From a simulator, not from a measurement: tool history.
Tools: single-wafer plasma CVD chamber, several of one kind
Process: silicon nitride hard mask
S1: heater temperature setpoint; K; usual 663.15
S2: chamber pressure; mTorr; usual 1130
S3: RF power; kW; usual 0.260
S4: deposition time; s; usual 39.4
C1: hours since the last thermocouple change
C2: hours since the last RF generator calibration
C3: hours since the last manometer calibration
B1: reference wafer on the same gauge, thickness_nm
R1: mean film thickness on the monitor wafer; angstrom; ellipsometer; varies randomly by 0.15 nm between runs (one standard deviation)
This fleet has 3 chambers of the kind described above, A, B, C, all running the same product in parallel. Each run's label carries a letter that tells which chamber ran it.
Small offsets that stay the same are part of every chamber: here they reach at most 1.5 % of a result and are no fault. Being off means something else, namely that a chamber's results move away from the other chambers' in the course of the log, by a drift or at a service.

run,day,S1,S2,S3,S4,C1,C2,C3,B1,R1
1C,0.296,663.15,1130,0.260,39.4,730.3,542.6,980.1,37.085,370.47
2A,0.579,663.15,1130,0.260,39.4,1866.3,385.6,1477.3,37.117,372.48
3B,0.800,663.15,1130,0.260,39.4,1670.4,1355.1,854.8,37.063,375.68
4C,1.088,663.15,1130,0.260,39.4,749.3,561.6,999.1,37.135,370.86
5A,1.358,663.15,1130,0.260,39.4,1885.0,404.3,1496.0,37.068,370.26
6B,1.675,663.15,1130,0.260,39.4,1691.4,1376.1,875.8,37.086,375.37
7C,1.962,663.15,1130,0.260,39.4,770.3,582.6,1020.1,37.037,370.50
8A,2.275,663.15,1130,0.260,39.4,1907.0,426.3,1518.0,37.086,370.71
9B,2.558,663.15,1130,0.260,39.4,1712.6,1397.3,897.0,37.109,378.75
10B,2.833,652.15,1130,0.260,39.4,1719.2,1403.9,903.6,37.155,378.46
11C,3.075,652.15,1130,0.260,39.4,797.0,609.3,1046.8,37.163,370.98
12A,3.312,652.15,1130,0.260,39.4,1931.9,451.2,1542.9,37.061,373.75
13C,3.550,671.15,1130,0.300,39.4,808.4,620.7,1058.2,37.126,404.09
14B,3.838,671.15,1130,0.300,39.4,1743.3,1428.0,927.7,37.042,415.41
15A,4.067,671.15,1130,0.300,39.4,1950.0,469.3,1561.0,37.136,410.02
16A,4.375,663.15,1130,0.260,39.4,1957.4,476.7,1568.4,37.097,370.11
17C,4.538,663.15,1130,0.260,39.4,832.1,644.4,1081.9,37.097,369.39
18B,4.804,663.15,1130,0.260,39.4,1766.5,1451.2,950.9,37.132,374.34
19B,5.096,663.15,1130,0.260,39.4,1773.5,1458.2,957.9,37.131,374.97
# day 5.250: chamber C: capacitance manometer re-zeroed and calibrated
20A,5.400,663.15,1130,0.260,39.4,1982.0,501.3,1593.0,37.110,369.84
21C,5.696,663.15,1130,0.260,39.4,859.9,672.2,10.7,37.106,369.43
22A,6.062,663.15,1130,0.260,39.4,1997.9,517.2,1608.9,37.107,367.92
23B,6.246,663.15,1130,0.260,39.4,1801.1,1485.8,985.5,37.120,375.57
# day 6.329: chamber B: thermocouple changed; heater temperature recalibrated
24C,6.425,675.15,1130,0.260,39.4,877.4,689.7,28.2,37.103,368.64
25C,6.738,675.15,1130,0.260,39.4,884.9,697.2,35.7,37.088,365.29
26B,6.942,675.15,1130,0.260,39.4,14.7,1502.5,1002.2,37.096,374.53
27A,7.188,663.15,1130,0.260,39.4,2024.9,544.2,1635.9,37.096,370.04
28A,7.496,663.15,1130,0.260,39.4,2032.3,551.6,1643.3,37.088,369.40

Next, every chamber runs the same settings. What will each give?
29A,7.758,663.15,1130,0.260,39.4,,,,,?
29B,7.758,663.15,1130,0.260,39.4,,,,,?
29C,7.758,663.15,1130,0.260,39.4,,,,,?

run,R1
29A,371.30
29B,373.68
29C,369.77
